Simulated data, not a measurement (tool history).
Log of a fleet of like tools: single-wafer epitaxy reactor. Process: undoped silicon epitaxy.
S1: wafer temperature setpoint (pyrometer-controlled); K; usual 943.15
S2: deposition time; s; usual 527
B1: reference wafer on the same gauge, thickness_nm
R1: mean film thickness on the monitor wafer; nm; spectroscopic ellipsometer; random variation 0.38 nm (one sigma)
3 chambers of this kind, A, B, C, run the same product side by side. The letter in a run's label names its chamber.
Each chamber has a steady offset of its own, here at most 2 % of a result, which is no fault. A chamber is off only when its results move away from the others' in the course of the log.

| run | day | S1 | S2 | B1 | R1 |
|---|---|---|---|---|---|
| 1B | 0.2 | 943.15 | 527 | 152.95 | 133.4 |
| 2C | 0.542 | 943.15 | 527 | 153.05 | 135.63 |
| 3A | 0.838 | 943.15 | 527 | 153.03 | 134.46 |
| 4A | 1.221 | 943.15 | 527 | 153.03 | 135.13 |
| 5C | 1.404 | 943.15 | 527 | 153.08 | 136.65 |
| 6B | 1.792 | 943.15 | 527 | 153.06 | 133.02 |
| 7C | 1.988 | 943.15 | 527 | 152.92 | 135.9 |
| 8A | 2.342 | 943.15 | 527 | 152.96 | 135.62 |
| 9B | 2.546 | 943.15 | 527 | 153.03 | 133.76 |
| 10C | 2.821 | 943.15 | 527 | 152.99 | 136.29 |
| 11A | 3.079 | 943.15 | 527 | 152.95 | 135.82 |
| 12B | 3.258 | 934.15 | 481 | 152.95 | 100.66 |
| 13C | 3.471 | 934.15 | 481 | 152.98 | 102.57 |
| 14B | 3.796 | 934.15 | 481 | 152.92 | 100.7 |
| 15A | 4.021 | 943.15 | 527 | 153.07 | 135.04 |
| 16B | 4.246 | 943.15 | 527 | 153 | 133.72 |
| 17C | 4.592 | 943.15 | 527 | 153.08 | 136.22 |
| 18A | 4.842 | 943.15 | 527 | 153.02 | 134.84 |
| 19C | 5.192 | 943.15 | 527 | 152.86 | 136.36 |
| 20A | 5.479 | 951.15 | 527 | 153.09 | 160.44 |
| 21B | 5.729 | 951.15 | 527 | 152.92 | 157.71 |
| 22C | 6.129 | 951.15 | 527 | 152.95 | 160.13 |
| 23A | 6.35 | 943.15 | 527 | 153.09 | 135.26 |
| 24B | 6.604 | 943.15 | 527 | 152.99 | 133.65 |
| 25C | 6.792 | 943.15 | 527 | 153.03 | 136.09 |
| 26A | 7.071 | 943.15 | 527 | 152.99 | 135.88 |
| 27B | 7.371 | 943.15 | 527 | 153.11 | 133.29 |
| 28A | 7.596 | 943.15 | 527 | 152.97 | 135.43 |
| 29C | 7.912 | 943.15 | 527 | 152.91 | 135.63 |
| 30B | 8.204 | 943.15 | 527 | 152.98 | 133.18 |
| 31B | 8.554 | 951.15 | 436 | 152.97 | 130.55 |
| 32A | 8.808 | 951.15 | 436 | 152.94 | 132.56 |
| 33C | 9.192 | 951.15 | 436 | 153.04 | 132.49 |
| 34B | 9.433 | 943.15 | 527 | 152.95 | 134.1 |
| 35C | 9.617 | 943.15 | 527 | 152.92 | 135.71 |
| 36A | 9.817 | 950.15 | 606 | 153.11 | 180.11 |
| 37B | 10.071 | 950.15 | 606 | 153.07 | 178.2 |
| 38C | 10.304 | 950.15 | 606 | 152.95 | 180.43 |
| 39A | 10.7 | 943.15 | 527 | 152.97 | 135.84 |
| 40C | 11.083 | 943.15 | 527 | 152.98 | 135.89 |
| 41A | 11.433 | 953.15 | 559 | 152.91 | 177.15 |

Is one chamber off against the others, does the gauge drift, or is nothing wrong? If a chamber is off, say which, and what the likeliest cause is.

No chamber stands off beyond its own small offset, and the gauge holds steady.

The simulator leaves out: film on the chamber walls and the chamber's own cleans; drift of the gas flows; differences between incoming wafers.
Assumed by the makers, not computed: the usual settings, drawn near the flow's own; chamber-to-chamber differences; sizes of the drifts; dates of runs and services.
